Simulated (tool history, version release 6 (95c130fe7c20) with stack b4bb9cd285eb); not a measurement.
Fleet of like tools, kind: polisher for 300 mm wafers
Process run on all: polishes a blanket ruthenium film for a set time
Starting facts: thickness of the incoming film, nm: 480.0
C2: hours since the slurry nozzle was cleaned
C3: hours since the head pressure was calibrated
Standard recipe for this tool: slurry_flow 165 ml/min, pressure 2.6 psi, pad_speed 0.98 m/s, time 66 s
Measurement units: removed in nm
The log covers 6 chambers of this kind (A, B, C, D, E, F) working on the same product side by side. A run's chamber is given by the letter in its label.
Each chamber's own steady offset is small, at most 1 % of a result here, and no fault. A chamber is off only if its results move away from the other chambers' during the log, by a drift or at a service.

-- hour=3 chamber A: worn pad replaced by a new one
run 1D hour=5.4 | slurry_flow=165 pressure=2.6 pad_speed=0.98 time=66 | wafers_polished_on_this_pad=696 C2=869.6 C3=1343 | removed=108.89
run 2A hour=9.9 | slurry_flow=165 pressure=2.6 pad_speed=0.98 time=66 | wafers_polished_on_this_pad=61 C2=217.5 C3=797.9 | removed=107.88
run 3E hour=13.9 | slurry_flow=165 pressure=2.6 pad_speed=0.98 time=66 | wafers_polished_on_this_pad=573 C2=14.2 C3=387.8 | removed=107.73
run 4F hour=19 | slurry_flow=165 pressure=2.6 pad_speed=0.98 time=66 | wafers_polished_on_this_pad=183 C2=125.9 C3=235.1 | removed=106.44
run 5C hour=23.4 | slurry_flow=200 pressure=2.6 pad_speed=0.98 time=77 | wafers_polished_on_this_pad=492 C2=181.9 C3=67.6 | removed=128.11
run 6B hour=29.7 | slurry_flow=200 pressure=2.6 pad_speed=0.98 time=77 | wafers_polished_on_this_pad=386 C2=225.4 C3=363.9 | removed=129.71
-- hour=31.7 chamber C: worn pad replaced by a new one
run 7D hour=35.9 | slurry_flow=200 pressure=2.6 pad_speed=0.98 time=77 | wafers_polished_on_this_pad=967 C2=900.1 C3=1373.5 | removed=127.35
-- hour=36.5 chamber E: worn pad replaced by a new one
run 8E hour=40.8 | slurry_flow=200 pressure=2.6 pad_speed=0.98 time=77 | wafers_polished_on_this_pad=38 C2=41.1 C3=414.7 | removed=129.19
-- hour=41.3 chamber D: worn pad replaced by a new one
run 9B hour=48.1 | slurry_flow=200 pressure=2.6 pad_speed=0.98 time=77 | wafers_polished_on_this_pad=548 C2=243.8 C3=382.3 | removed=129.44
-- hour=48.8 chamber D: slurry nozzle cleaned
run 10C hour=55.4 | slurry_flow=200 pressure=2.6 pad_speed=0.98 time=77 | wafers_polished_on_this_pad=210 C2=213.9 C3=99.6 | removed=128.47
run 11F hour=60 | slurry_flow=165 pressure=2.6 pad_speed=0.98 time=66 | wafers_polished_on_this_pad=546 C2=166.9 C3=276.1 | removed=107.26
run 12A hour=63.3 | slurry_flow=165 pressure=2.6 pad_speed=0.98 time=58 | wafers_polished_on_this_pad=534 C2=270.9 C3=851.3 | removed=96.156
run 13D hour=66.7 | slurry_flow=165 pressure=2.6 pad_speed=0.98 time=58 | wafers_polished_on_this_pad=225 C2=17.9 C3=1404.3 | removed=93.712
-- hour=72.9 chamber B: worn pad replaced by a new one
run 14F hour=74.1 | slurry_flow=165 pressure=2.6 pad_speed=0.98 time=58 | wafers_polished_on_this_pad=671 C2=181 C3=290.2 | removed=96.536
run 15A hour=79.3 | slurry_flow=165 pressure=2.6 pad_speed=0.98 time=58 | wafers_polished_on_this_pad=675 C2=286.9 C3=867.3 | removed=93.505
-- hour=81.4 chamber C: slurry nozzle cleaned
run 16C hour=83 | slurry_flow=165 pressure=2.6 pad_speed=0.98 time=58 | wafers_polished_on_this_pad=455 C2=1.6 C3=127.2 | removed=94.843
run 17E hour=87.2 | slurry_flow=165 pressure=2.6 pad_speed=0.98 time=58 | wafers_polished_on_this_pad=449 C2=87.5 C3=461.1 | removed=94.302
run 18B hour=92.2 | slurry_flow=165 pressure=2.6 pad_speed=0.98 time=66 | wafers_polished_on_this_pad=170 C2=287.9 C3=426.4 | removed=109.36
-- hour=92.4 chamber A: head pressure recalibrated
run 19B hour=97.3 | slurry_flow=165 pressure=2.6 pad_speed=0.98 time=66 | wafers_polished_on_this_pad=216 C2=293 C3=431.5 | removed=106.44
-- hour=98.4 chamber A: worn pad replaced by a new one
-- hour=99.3 chamber C: worn pad replaced by a new one
run 20A hour=101.5 | slurry_flow=165 pressure=2.6 pad_speed=0.98 time=66 | wafers_polished_on_this_pad=27 C2=309.1 C3=9.1 | removed=96.494
run 21F hour=107 | slurry_flow=165 pressure=2.6 pad_speed=0.98 time=66 | wafers_polished_on_this_pad=962 C2=213.9 C3=323.1 | removed=108.1
run 22D hour=114.4 | slurry_flow=165 pressure=2.6 pad_speed=0.98 time=66 | wafers_polished_on_this_pad=647 C2=65.6 C3=1452 | removed=108.46
run 23E hour=118.3 | slurry_flow=165 pressure=2.6 pad_speed=0.98 time=66 | wafers_polished_on_this_pad=724 C2=118.6 C3=492.2 | removed=108.7
run 24C hour=124.2 | slurry_flow=165 pressure=2.6 pad_speed=0.98 time=66 | wafers_polished_on_this_pad=220 C2=42.8 C3=168.4 | removed=108.99
-- hour=125.9 chamber F: worn pad replaced by a new one
-- hour=126.4 chamber E: worn pad replaced by a new one
run 25A hour=128.1 | slurry_flow=165 pressure=2.6 pad_speed=0.98 time=66 | wafers_polished_on_this_pad=263 C2=335.7 C3=35.7 | removed=96.558
run 26C hour=134.7 | slurry_flow=165 pressure=2.6 pad_speed=0.98 time=66 | wafers_polished_on_this_pad=313 C2=53.3 C3=178.9 | removed=108.5
run 27B hour=142.2 | slurry_flow=165 pressure=2.6 pad_speed=0.98 time=66 | wafers_polished_on_this_pad=613 C2=337.9 C3=476.4 | removed=105.9
run 28F hour=146.4 | slurry_flow=165 pressure=2.6 pad_speed=0.98 time=66 | wafers_polished_on_this_pad=182 C2=253.3 C3=362.5 | removed=108.27
-- hour=148.8 chamber D: head pressure recalibrated
run 29D hour=150.3 | slurry_flow=165 pressure=2.6 pad_speed=0.98 time=66 | wafers_polished_on_this_pad=965 C2=101.5 C3=1.6 | removed=106.23
run 30E hour=154 | slurry_flow=165 pressure=2.6 pad_speed=0.98 time=66 | wafers_polished_on_this_pad=244 C2=154.3 C3=527.9 | removed=106.77
run 31A hour=160 | slurry_flow=165 pressure=2.6 pad_speed=0.98 time=66 | wafers_polished_on_this_pad=546 C2=367.6 C3=67.6 | removed=95.709
run 32D hour=164.5 | slurry_flow=165 pressure=2.6 pad_speed=0.98 time=66 | wafers_polished_on_this_pad=1091 C2=115.7 C3=15.8 | removed=108.43
-- hour=166.8 chamber C: worn pad replaced by a new one
run 33C hour=169 | slurry_flow=165 pressure=2.6 pad_speed=0.98 time=66 | wafers_polished_on_this_pad=19 C2=87.6 C3=213.2 | removed=108.31
-- hour=175.9 chamber B: worn pad replaced by a new one
run 34B hour=176.1 | slurry_flow=165 pressure=2.6 pad_speed=0.98 time=66 | wafers_polished_on_this_pad=2 C2=371.8 C3=510.3 | removed=107.53
-- hour=180.1 chamber F: slurry nozzle cleaned
run 35F hour=181.3 | slurry_flow=205 pressure=2.6 pad_speed=0.98 time=56 | wafers_polished_on_this_pad=491 C2=1.3 C3=397.4 | removed=94.135
run 36E hour=188.7 | slurry_flow=205 pressure=2.6 pad_speed=0.98 time=56 | wafers_polished_on_this_pad=552 C2=189 C3=562.6 | removed=93.883
run 37C hour=193.4 | slurry_flow=205 pressure=2.6 pad_speed=0.98 time=56 | wafers_polished_on_this_pad=235 C2=112 C3=237.6 | removed=93.265

All 6 chambers run these settings next. Forecast each chamber's results:
run 38A hour=198.9 | slurry_flow=135 pressure=2.6 pad_speed=0.98 time=66 | removed=?
run 38B hour=198.9 | slurry_flow=135 pressure=2.6 pad_speed=0.98 time=66 | removed=?
run 38C hour=198.9 | slurry_flow=135 pressure=2.6 pad_speed=0.98 time=66 | removed=?
run 38D hour=198.9 | slurry_flow=135 pressure=2.6 pad_speed=0.98 time=66 | removed=?
run 38E hour=198.9 | slurry_flow=135 pressure=2.6 pad_speed=0.98 time=66 | removed=?
run 38F hour=198.9 | slurry_flow=135 pressure=2.6 pad_speed=0.98 time=66 | removed=?

run=38A removed=94.396
run=38B removed=103.22
run=38C removed=105.23
run=38D removed=102.93
run=38E removed=102.92
run=38F removed=103.45
